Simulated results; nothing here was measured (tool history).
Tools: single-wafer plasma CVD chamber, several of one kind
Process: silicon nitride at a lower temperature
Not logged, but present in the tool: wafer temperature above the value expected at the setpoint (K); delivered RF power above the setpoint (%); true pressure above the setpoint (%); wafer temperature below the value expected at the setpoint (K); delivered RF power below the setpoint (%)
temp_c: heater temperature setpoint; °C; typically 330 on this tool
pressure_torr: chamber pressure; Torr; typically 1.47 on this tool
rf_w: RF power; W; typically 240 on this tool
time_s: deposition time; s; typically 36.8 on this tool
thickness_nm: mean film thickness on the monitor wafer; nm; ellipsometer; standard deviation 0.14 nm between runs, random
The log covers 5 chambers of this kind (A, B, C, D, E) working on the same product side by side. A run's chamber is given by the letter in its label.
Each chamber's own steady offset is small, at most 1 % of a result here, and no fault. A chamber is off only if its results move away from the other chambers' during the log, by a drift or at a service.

| run | hour | temp_c | pressure_torr | rf_w | time_s | hours since the last thermocouple change | hours since the last RF generator calibration | hours since the last manometer calibration | read-back reference wafer on the same gauge, thickness_nm | thickness_nm |
|---|---|---|---|---|---|---|---|---|---|---|
|  | 9.7 | chamber E: RF generator calibrated |
| 1B | 10.4 | 330 | 1.47 | 240 | 36.8 | 718.4 | 181 | 2696.8 | 36.993 | 36.176 |
| 2A | 23.6 | 330 | 1.47 | 240 | 36.8 | 155.1 | 1207.8 | 785.1 | 37.001 | 36.017 |
| 3C | 30.4 | 330 | 1.47 | 240 | 36.8 | 925.2 | 1621.9 | 316.7 | 36.991 | 35.876 |
|  | 38.5 | chamber B: capacitance manometer re-zeroed and calibrated |
| 4D | 38.9 | 330 | 1.47 | 240 | 36.8 | 172.5 | 1405.3 | 1782.8 | 37.028 | 36.38 |
| 5E | 52.4 | 330 | 1.47 | 200 | 36.8 | 998.7 | 42.8 | 811 | 37.045 | 31.784 |
| 6D | 65.7 | 330 | 1.47 | 200 | 36.8 | 199.3 | 1432.1 | 1809.6 | 36.981 | 31.923 |
| 7E | 76.8 | 330 | 1.47 | 200 | 36.8 | 1023.1 | 67.2 | 835.4 | 36.977 | 31.602 |
| 8C | 90.1 | 330 | 1.47 | 200 | 36.8 | 984.9 | 1681.6 | 376.4 | 36.936 | 31.694 |
| 9A | 102.1 | 330 | 1.47 | 200 | 36.8 | 233.6 | 1286.3 | 863.6 | 37 | 31.486 |
| 10B | 111.6 | 330 | 1.47 | 240 | 36.8 | 819.6 | 282.2 | 73.1 | 36.969 | 36.181 |
| 11C | 122.7 | 330 | 1.47 | 240 | 36.8 | 1017.5 | 1714.2 | 409 | 36.989 | 36.132 |
| 12B | 131.7 | 330 | 1.3 | 240 | 33.1 | 839.7 | 302.3 | 93.2 | 37.012 | 31.471 |
| 13D | 139.3 | 330 | 1.3 | 240 | 33.1 | 272.9 | 1505.7 | 1883.2 | 37.019 | 31.607 |
| 14E | 146.2 | 330 | 1.3 | 240 | 33.1 | 1092.5 | 136.6 | 904.8 | 36.962 | 31.598 |
| 15A | 153.3 | 330 | 1.3 | 240 | 33.1 | 284.8 | 1337.5 | 914.8 | 37.039 | 31.2 |
| 16A | 165.5 | 330 | 1.3 | 240 | 33.1 | 297 | 1349.7 | 927 | 36.997 | 31.405 |
| 17E | 173.2 | 330 | 1.47 | 240 | 36.8 | 1119.5 | 163.6 | 931.8 | 36.957 | 36.366 |
| 18C | 182.7 | 330 | 1.47 | 240 | 36.8 | 1077.5 | 1774.2 | 469 | 37.03 | 35.84 |
| 19B | 193.1 | 330 | 1.47 | 240 | 36.8 | 901.1 | 363.7 | 154.6 | 36.995 | 36.51 |
| 20D | 204.9 | 330 | 1.47 | 240 | 36.8 | 338.5 | 1571.3 | 1948.8 | 37.021 | 36.234 |
| 21D | 212.6 | 330 | 1.47 | 240 | 36.8 | 346.2 | 1579 | 1956.5 | 36.978 | 36.289 |
| 22B | 225.9 | 330 | 1.47 | 240 | 36.8 | 933.9 | 396.5 | 187.4 | 37.005 | 36.421 |
| 23C | 238.3 | 330 | 1.73 | 240 | 40.8 | 1133.1 | 1829.8 | 524.6 | 37.04 | 41.508 |
| 24E | 251.6 | 330 | 1.73 | 240 | 40.8 | 1197.9 | 242 | 1010.2 | 36.969 | 42.45 |
| 25A | 265.5 | 330 | 1.73 | 240 | 40.8 | 397 | 1449.7 | 1027 | 37.02 | 41.888 |
| 26A | 278.6 | 330 | 1.73 | 240 | 40.8 | 410.1 | 1462.8 | 1040.1 | 36.993 | 41.792 |
|  | 285.7 | chamber E: thermocouple changed; heater temperature recalibrated |
| 27E | 288.2 | 330 | 1.73 | 240 | 40.8 | 2.6 | 278.6 | 1046.8 | 37.014 | 42.314 |
| 28C | 298.8 | 330 | 1.47 | 240 | 36.8 | 1193.6 | 1890.3 | 585.1 | 37.048 | 35.943 |
| 29B | 308.5 | 330 | 1.47 | 240 | 36.8 | 1016.5 | 479.1 | 270 | 37.003 | 36.674 |
| 30D | 320.2 | 330 | 1.47 | 240 | 36.8 | 453.8 | 1686.6 | 2064.1 | 36.989 | 36.599 |
| 31A | 334.4 | 330 | 1.47 | 240 | 36.8 | 465.9 | 1518.6 | 1095.9 | 37.003 | 36.311 |
| 32D | 346.3 | 330 | 1.47 | 240 | 36.8 | 479.9 | 1712.7 | 2090.2 | 37.025 | 36.461 |
| 33E | 360.2 | 330 | 1.47 | 240 | 36.8 | 74.6 | 350.6 | 1118.8 | 37.008 | 36.497 |
| 34C | 374.6 | 320 | 1.47 | 240 | 36.8 | 1269.4 | 1966.1 | 660.9 | 37.008 | 36.088 |
| 35B | 386.9 | 320 | 1.47 | 240 | 36.8 | 1094.9 | 557.5 | 348.4 | 36.972 | 36.51 |
| 36D | 395 | 320 | 1.47 | 240 | 36.8 | 528.6 | 1761.4 | 2138.9 | 36.986 | 36.701 |
| 37C | 402.7 | 320 | 1.47 | 240 | 36.8 | 1297.5 | 1994.2 | 689 | 37.027 | 36.165 |
| 38A | 413.9 | 320 | 1.47 | 240 | 36.8 | 545.4 | 1598.1 | 1175.4 | 37.001 | 36.319 |
| 39E | 421.8 | 330 | 1.47 | 240 | 36.8 | 136.2 | 412.2 | 1180.4 | 37.041 | 36.429 |

Does one chamber stand apart from the rest, does the shared gauge drift, or is all well apart from small per-chamber offsets? Give the chamber and the most likely cause, where there is one.

Neither any chamber nor the gauge drifts; the chambers differ only by their own small, steady offsets.

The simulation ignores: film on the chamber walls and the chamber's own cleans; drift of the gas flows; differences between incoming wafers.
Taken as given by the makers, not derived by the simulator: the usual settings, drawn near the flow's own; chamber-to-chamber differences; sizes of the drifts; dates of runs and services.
